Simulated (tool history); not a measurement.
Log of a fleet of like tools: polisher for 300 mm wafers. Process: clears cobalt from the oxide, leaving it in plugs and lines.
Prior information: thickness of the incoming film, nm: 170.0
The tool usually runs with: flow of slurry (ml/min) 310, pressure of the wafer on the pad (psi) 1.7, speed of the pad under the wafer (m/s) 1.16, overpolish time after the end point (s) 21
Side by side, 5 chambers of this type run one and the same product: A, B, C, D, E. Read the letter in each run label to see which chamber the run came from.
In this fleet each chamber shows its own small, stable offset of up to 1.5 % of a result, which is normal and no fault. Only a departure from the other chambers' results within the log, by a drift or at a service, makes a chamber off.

run,hour,flow of slurry (ml/min),pressure of the wafer on the pad (psi),speed of the pad under the wafer (m/s),overpolish time after the end point (s),time until the end point was called (s),dishing of a wide line in a test structure (nm)
# hour 3.4: chamber B: worn pad replaced by a new one
1C,9.1,310,1.7,1.16,21,28.271,46.291
2A,21.9,310,1.7,1.16,21,28.355,47.855
# hour 23.6: chamber A: worn pad replaced by a new one
3D,33,310,1.7,1.16,21,29.314,48.723
4B,41.7,310,1.7,1.16,21,29.378,46.842
5E,55,310,1.7,1.16,21,29.793,48.046
6C,65,310,1.7,1.16,21,29.245,49.313
7E,73.5,310,1.7,1.16,21,29.587,48.358
# hour 76.7: chamber C: slurry nozzle cleaned
# hour 81.3: chamber B: worn pad replaced by a new one
8B,85.8,310,1.7,1.16,21,29.134,48.461
# hour 93: chamber A: worn pad replaced by a new one
# hour 94.9: chamber C: worn pad replaced by a new one
9D,96.1,310,1.7,1.16,21,29.207,47.411
10A,103.4,310,1.7,1.16,21,28.247,47.703
# hour 106.9: chamber D: worn pad replaced by a new one
11C,111.1,310,1.7,1.16,21,29.609,48.526
12E,121.1,310,1.7,1.16,21,29.734,45.671
# hour 123.9: chamber A: slurry nozzle cleaned
13D,133.8,310,1.7,1.16,21,28.744,48.817
14B,143.9,310,1.7,1.16,21,29.09,45.662
15A,149.9,310,1.7,1.16,21,28.751,47.517
16B,155.9,310,1.7,1.16,21,29.365,47.336
# hour 165.4: chamber B: worn pad replaced by a new one
17C,167.8,310,1.7,1.16,21,29.176,47.485
18A,174.9,310,1.7,1.16,21,28.869,47.452
19D,182.5,400,1.7,1.16,11,28.469,37.274
# hour 183.4: chamber A: worn pad replaced by a new one
20E,194.9,400,1.7,1.16,11,30.703,35.756
21D,205.8,400,1.7,1.16,11,28.8,37.653
# hour 211.1: chamber C: worn pad replaced by a new one
# hour 212: chamber B: slurry nozzle cleaned
22B,218.7,400,1.7,1.16,11,29.121,38.963
# hour 224.1: chamber D: worn pad replaced by a new one
23C,228.6,400,1.7,1.16,11,28.577,38.457
24E,236.9,310,1.7,1.16,21,32.383,45.448
25A,248.8,310,1.7,1.16,21,29.485,47.41
# hour 251.5: chamber B: worn pad replaced by a new one
# hour 259.3: chamber A: worn pad replaced by a new one
26D,261.6,310,1.7,1.16,21,29.374,47.885
# hour 269.4: chamber B: head pressure recalibrated
27C,271.6,310,1.7,1.16,21,29.385,47.832
28B,284.3,375,1.3,1.16,21,36.928,42.615
# hour 291.2: chamber E: slurry nozzle cleaned
29E,294.6,375,1.3,1.16,21,41.208,43.175
30A,307.6,375,1.3,1.16,21,36.763,43.209
31A,321,375,1.3,1.16,21,36.83,44.487
# hour 323.5: chamber B: worn pad replaced by a new one
32E,327.5,375,1.3,1.16,21,40.646,43.575
# hour 332.9: chamber D: worn pad replaced by a new one
# hour 336: chamber C: worn pad replaced by a new one
33C,337.1,310,1.7,1.16,21,29.519,47.898
34D,344.6,310,1.7,1.16,21,28.694,46.865
35B,354.4,310,1.7,1.16,21,29.742,47.873
36B,360.5,310,1.7,1.16,21,29.352,46.034
37E,373,310,1.7,1.16,21,33.096,47.239

One chamber off, gauge drift, or nothing amiss beyond the chambers' own small offsets? If it is a chamber, which one, and what is the likeliest cause?

Chamber E drifts away from the others.
What lies behind it: removal rate lost through wear of the pad, % = 10.5.
Not necessarily distinguishable in this log from: head's pressure below its setpoint, %.

Chamber E could run next with any of the 4 candidate recipes listed below; each alters the usual settings, and their results appear as question marks. Which one brings its results back in line with what the other chambers deliver on the usual settings?
Counts as in line when no further than this from what the other chambers average on the usual settings: time until the end point was called (s) 1.5; dishing of a wide line in a test structure (nm) 3.3
38E-1,382.9,310,1.8,1.22,21,?,?
38E-2,382.9,310,1.6,1.1,21,?,?
38E-3,382.9,305,1.5,1.02,21,?,?
38E-4,382.9,315,1.9,1.3,21,?,?

Average result of the remaining chambers running the usual settings: time until the end point was called (s) 29.099; dishing of a wide line in a test structure (nm) 47.755
run,time until the end point was called (s),dishing of a wide line in a test structure (nm)
38E-1,29.049,47.828
38E-2,36.333,44.755
38E-3,41.924,42.429
38E-4,25.761,49.153
With 38E-1, the chamber falls back in line with the rest.
